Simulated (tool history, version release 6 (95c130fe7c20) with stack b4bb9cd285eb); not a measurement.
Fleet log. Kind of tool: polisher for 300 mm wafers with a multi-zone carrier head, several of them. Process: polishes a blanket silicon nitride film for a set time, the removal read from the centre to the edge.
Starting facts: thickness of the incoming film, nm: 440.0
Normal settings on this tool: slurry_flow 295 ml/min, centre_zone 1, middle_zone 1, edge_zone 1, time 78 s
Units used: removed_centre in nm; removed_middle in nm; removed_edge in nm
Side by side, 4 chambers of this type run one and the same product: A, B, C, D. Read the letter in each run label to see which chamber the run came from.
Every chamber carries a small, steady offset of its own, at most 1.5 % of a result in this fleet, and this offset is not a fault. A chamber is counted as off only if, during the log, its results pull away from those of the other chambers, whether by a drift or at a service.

Run 1C, hour 4.7: usual settings. Result: removed_centre 141.92 nm, removed_middle 140.25 nm, removed_edge 137.75 nm.
Run 2D, hour 11.6: usual settings. Result: removed_centre 139.18 nm, removed_middle 138.25 nm, removed_edge 141.3 nm.
Run 3B, hour 21: usual settings. Result: removed_centre 139.86 nm, removed_middle 135.8 nm, removed_edge 139.79 nm.
At hour 23.9: chamber C: slurry nozzle cleaned.
At hour 25.4: chamber C: worn pad replaced by a new one.
Run 4A, hour 30.6: usual settings. Result: removed_centre 140 nm, removed_middle 138.92 nm, removed_edge 139.17 nm.
Run 5D, hour 39.9: usual settings. Result: removed_centre 138.08 nm, removed_middle 138.25 nm, removed_edge 139.31 nm.
Run 6A, hour 46.7: usual settings. Result: removed_centre 138.03 nm, removed_middle 139.33 nm, removed_edge 141.82 nm.
At hour 51: chamber B: slurry nozzle cleaned.
Run 7B, hour 53.6: usual settings. Result: removed_centre 138.28 nm, removed_middle 141.04 nm, removed_edge 140.31 nm.
Run 8C, hour 58.5: usual settings. Result: removed_centre 137.86 nm, removed_middle 139.77 nm, removed_edge 137.89 nm.
At hour 66.2: chamber A: worn pad replaced by a new one.
Run 9D, hour 67.4: usual settings. Result: removed_centre 139.1 nm, removed_middle 139.06 nm, removed_edge 138.5 nm.
Run 10C, hour 73.3: usual settings. Result: removed_centre 139.45 nm, removed_middle 137.31 nm, removed_edge 140.56 nm.
Run 11B, hour 83.1: usual settings but middle_zone 1.06, time 57 s. Result: removed_centre 101.96 nm, removed_middle 106.65 nm, removed_edge 101.65 nm.
At hour 87.2: chamber B: worn pad replaced by a new one.
Run 12A, hour 89.1: usual settings but middle_zone 1.06, time 57 s. Result: removed_centre 102.52 nm, removed_middle 107.37 nm, removed_edge 103.16 nm.
At hour 91.2: chamber C: edge zone pressure recalibrated.
Run 13A, hour 94.7: usual settings but middle_zone 1.06, time 57 s. Result: removed_centre 102.58 nm, removed_middle 107.53 nm, removed_edge 104.27 nm.
At hour 96: chamber C: centre zone pressure recalibrated.
Run 14B, hour 101.2: usual settings but middle_zone 1.06, time 57 s. Result: removed_centre 101.78 nm, removed_middle 106.46 nm, removed_edge 97.199 nm.
Run 15C, hour 109.7: usual settings. Result: removed_centre 137.23 nm, removed_middle 139.69 nm, removed_edge 138.3 nm.
At hour 111.4: chamber C: worn pad replaced by a new one.
Run 16D, hour 119.5: usual settings. Result: removed_centre 138.47 nm, removed_middle 140.61 nm, removed_edge 139.69 nm.
Run 17D, hour 130.1: usual settings but slurry_flow 220 ml/min. Result: removed_centre 134.48 nm, removed_middle 135.12 nm, removed_edge 134.74 nm.
At hour 134.3: chamber D: worn pad replaced by a new one.
Run 18C, hour 137.9: usual settings but slurry_flow 220 ml/min. Result: removed_centre 134.44 nm, removed_middle 134.3 nm, removed_edge 136.93 nm.
Run 19B, hour 145.8: usual settings but slurry_flow 220 ml/min. Result: removed_centre 132.11 nm, removed_middle 133.96 nm, removed_edge 132.97 nm.
Run 20A, hour 154.7: usual settings but slurry_flow 220 ml/min. Result: removed_centre 136.11 nm, removed_middle 134.51 nm, removed_edge 131.97 nm.
Run 21B, hour 163.8: usual settings but middle_zone 0.89. Result: removed_centre 135.61 nm, removed_middle 123.98 nm, removed_edge 137.25 nm.
Run 22C, hour 168.9: usual settings but middle_zone 0.89. Result: removed_centre 137.6 nm, removed_middle 125.22 nm, removed_edge 139.16 nm.
At hour 177.6: chamber A: edge zone pressure recalibrated.
Run 23A, hour 179.4: usual settings but middle_zone 0.89. Result: removed_centre 143.96 nm, removed_middle 126.78 nm, removed_edge 141.51 nm.
At hour 188.2: chamber C: worn pad replaced by a new one.
Run 24D, hour 189: usual settings but middle_zone 0.89. Result: removed_centre 138.39 nm, removed_middle 126.19 nm, removed_edge 139.09 nm.
Run 25C, hour 195.6: usual settings. Result: removed_centre 139.23 nm, removed_middle 137.17 nm, removed_edge 140.16 nm.
Run 26B, hour 205.6: usual settings. Result: removed_centre 134.93 nm, removed_middle 139.53 nm, removed_edge 140.45 nm.
At hour 212.8: chamber A: worn pad replaced by a new one.
Run 27D, hour 213: usual settings. Result: removed_centre 137.3 nm, removed_middle 140.06 nm, removed_edge 136.1 nm.
Run 28A, hour 221.1: usual settings. Result: removed_centre 143.17 nm, removed_middle 139.69 nm, removed_edge 143.42 nm.
Run 29B, hour 227.5: usual settings. Result: removed_centre 137.62 nm, removed_middle 140.44 nm, removed_edge 138.9 nm.
At hour 232.3: chamber D: slurry nozzle cleaned.
Run 30A, hour 234.2: usual settings. Result: removed_centre 142.94 nm, removed_middle 139.44 nm, removed_edge 137.58 nm.
Run 31D, hour 242: usual settings. Result: removed_centre 138.47 nm, removed_middle 139.51 nm, removed_edge 143.28 nm.
Run 32C, hour 249.2: usual settings. Result: removed_centre 136.84 nm, removed_middle 139.68 nm, removed_edge 138.27 nm.
Run 33D, hour 256.6: usual settings. Result: removed_centre 138.5 nm, removed_middle 140.02 nm, removed_edge 140.78 nm.
Run 34B, hour 265.8: usual settings. Result: removed_centre 136.31 nm, removed_middle 136.72 nm, removed_edge 139.5 nm.
At hour 270: chamber C: worn pad replaced by a new one.
Run 35C, hour 270.7: usual settings. Result: removed_centre 137.68 nm, removed_middle 138.57 nm, removed_edge 142.57 nm.
At hour 273.9: chamber C: slurry nozzle cleaned.
At hour 276.1: chamber B: worn pad replaced by a new one.
Run 36A, hour 277.2: usual settings. Result: removed_centre 148.29 nm, removed_middle 142.17 nm, removed_edge 140.71 nm.
Run 37B, hour 282.3: usual settings. Result: removed_centre 134.38 nm, removed_middle 139 nm, removed_edge 138.19 nm.
Run 38D, hour 291.4: usual settings. Result: removed_centre 141.24 nm, removed_middle 139.97 nm, removed_edge 140.17 nm.
Run 39C, hour 300.2: usual settings. Result: removed_centre 139.4 nm, removed_middle 138.66 nm, removed_edge 138.44 nm.

Which is it: a chamber that has drifted or been left off by a service, a gauge drift common to all chambers, or only each chamber's usual small offset? If a chamber is off, name it and its likeliest cause.

Chamber A drifts away from the others.
Cause: centre zone's pressure above its setpoint, % = 5.48.

Below are 4 candidate recipes for chamber A's next run, each the usual settings with a change, their results shown as question marks. Which of them brings A's results back in line with what the other chambers give on the usual settings?
To be in line, a result may differ from the other chambers' mean on the usual settings by at most: removed_centre 4.2 nm; removed_middle 3.5 nm; removed_edge 7.2 nm
Run 40A-1, hour 307.8: usual settings but slurry_flow 290 ml/min, centre_zone 0.95, middle_zone 1.01, edge_zone 1.01, time 77 s. Result: removed_centre ?, removed_middle ?, removed_edge ?.
Run 40A-2, hour 307.8: usual settings but centre_zone 0.99. Result: removed_centre ?, removed_middle ?, removed_edge ?.
Run 40A-3, hour 307.8: usual settings but slurry_flow 300 ml/min, centre_zone 1.05, middle_zone 0.99, edge_zone 0.99, time 79 s. Result: removed_centre ?, removed_middle ?, removed_edge ?.
Run 40A-4, hour 307.8: usual settings but centre_zone 1.01. Result: removed_centre ?, removed_middle ?, removed_edge ?.

Other chambers, usual settings, mean: removed_centre 138.24 nm; removed_middle 139.01 nm; removed_edge 138.66 nm
  run  removed_centre  removed_middle  removed_edge
40A-1          137.85          139.31        138.62
40A-2          146.39          140.05         139.9
40A-3           158.4          140.74        141.15
40A-4          149.63          140.03         139.9
It is 40A-1 that realigns the chamber with its peers.

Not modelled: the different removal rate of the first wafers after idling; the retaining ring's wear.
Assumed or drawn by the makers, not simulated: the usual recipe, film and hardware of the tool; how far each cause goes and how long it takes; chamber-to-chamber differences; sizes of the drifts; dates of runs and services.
